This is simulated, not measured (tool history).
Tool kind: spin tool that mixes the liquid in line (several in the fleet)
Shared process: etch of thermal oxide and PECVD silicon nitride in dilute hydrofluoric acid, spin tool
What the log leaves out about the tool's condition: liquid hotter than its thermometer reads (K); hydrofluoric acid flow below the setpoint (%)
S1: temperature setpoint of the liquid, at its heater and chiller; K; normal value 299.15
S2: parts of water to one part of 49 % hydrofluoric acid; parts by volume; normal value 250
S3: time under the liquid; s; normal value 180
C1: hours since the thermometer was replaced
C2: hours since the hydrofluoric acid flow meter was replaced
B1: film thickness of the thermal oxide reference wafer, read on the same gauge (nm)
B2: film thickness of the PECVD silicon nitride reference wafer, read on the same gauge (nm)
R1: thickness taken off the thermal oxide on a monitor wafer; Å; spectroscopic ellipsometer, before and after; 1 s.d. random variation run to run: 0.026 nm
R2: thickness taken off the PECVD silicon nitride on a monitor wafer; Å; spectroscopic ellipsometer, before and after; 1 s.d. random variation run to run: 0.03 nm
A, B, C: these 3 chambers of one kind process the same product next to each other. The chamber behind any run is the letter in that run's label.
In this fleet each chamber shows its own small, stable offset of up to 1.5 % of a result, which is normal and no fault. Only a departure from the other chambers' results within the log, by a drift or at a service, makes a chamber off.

run,hour,S1,S2,S3,C1,C2,B1,B2,R1,R2
1A,5,299.15,250,180,483.8,853.9,90.001,60.002,32.086,19.408
2C,9.5,299.15,250,180,408.2,513.2,89.995,59.984,31.604,19.138
3B,16.8,299.15,250,180,1426.6,711.6,90.004,59.99,32.295,18.883
4A,22.3,299.15,250,180,501.1,871.2,89.987,60.001,32.498,18.819
5B,28.9,299.15,250,180,1438.7,723.7,89.988,59.993,32.084,18.819
6C,32.2,299.15,250,180,430.9,535.9,90.009,60.005,31.082,18.907
7A,36.4,299.15,250,180,515.2,885.3,90,60.003,32.335,19.171
8B,40.9,299.15,250,180,1450.7,735.7,90.001,59.997,32.094,19.03
9C,47.1,299.15,250,180,445.8,550.8,89.999,60.002,31.791,19.181
10A,51.7,299.15,250,180,530.5,900.6,89.998,59.998,32.333,19.443
11B,55.7,299.15,250,180,1465.5,750.5,89.999,60.005,32.092,18.954
12C,61.5,299.15,250,180,460.2,565.2,89.991,59.999,31.661,18.935
13A,65.1,299.15,250,180,543.9,914,90.003,60.002,32.944,19.822
14B,70.9,299.15,325,225,1480.7,765.7,89.998,59.99,29.193,18.157
15C,78,299.15,325,225,476.7,581.7,90.016,59.996,28.335,17.977
16B,81.7,299.15,325,225,1491.5,776.5,89.983,60.008,29.186,18.421
17C,85.3,299.15,250,180,484,589,90.013,60.019,31.747,19.095
18A,91.3,299.15,250,180,570.1,940.2,90.003,60.016,33.147,20.364
19A,94.9,299.15,250,180,573.7,943.8,90.011,59.995,33.048,19.967
20B,101.3,299.15,250,180,1511.1,796.1,89.979,60.001,32.245,19.172
21C,106.4,299.15,250,180,505.1,610.1,89.999,59.992,31.709,18.827
22C,110.4,299.15,250,180,509.1,614.1,90.005,60.022,32.002,19.441
23B,113.7,299.15,140,180,1523.5,808.5,89.997,59.992,63.617,33.513
24A,117,299.15,140,180,595.8,965.9,90.007,59.998,69.752,37.121
25B,123.6,299.15,140,180,1533.4,818.4,90.01,59.996,64.373,34.088
26A,127.6,299.15,250,180,606.4,976.5,90.02,59.98,34.069,20.894

Predict what each chamber gives when all 3 of them run the settings below next.
27A,133,299.15,250,180,,,,,?,?
27B,133,299.15,250,180,,,,,?,?
27C,133,299.15,250,180,,,,,?,?

run,R1,R2
27A,33.707,20.718
27B,32.203,19.773
27C,31.625,19.005
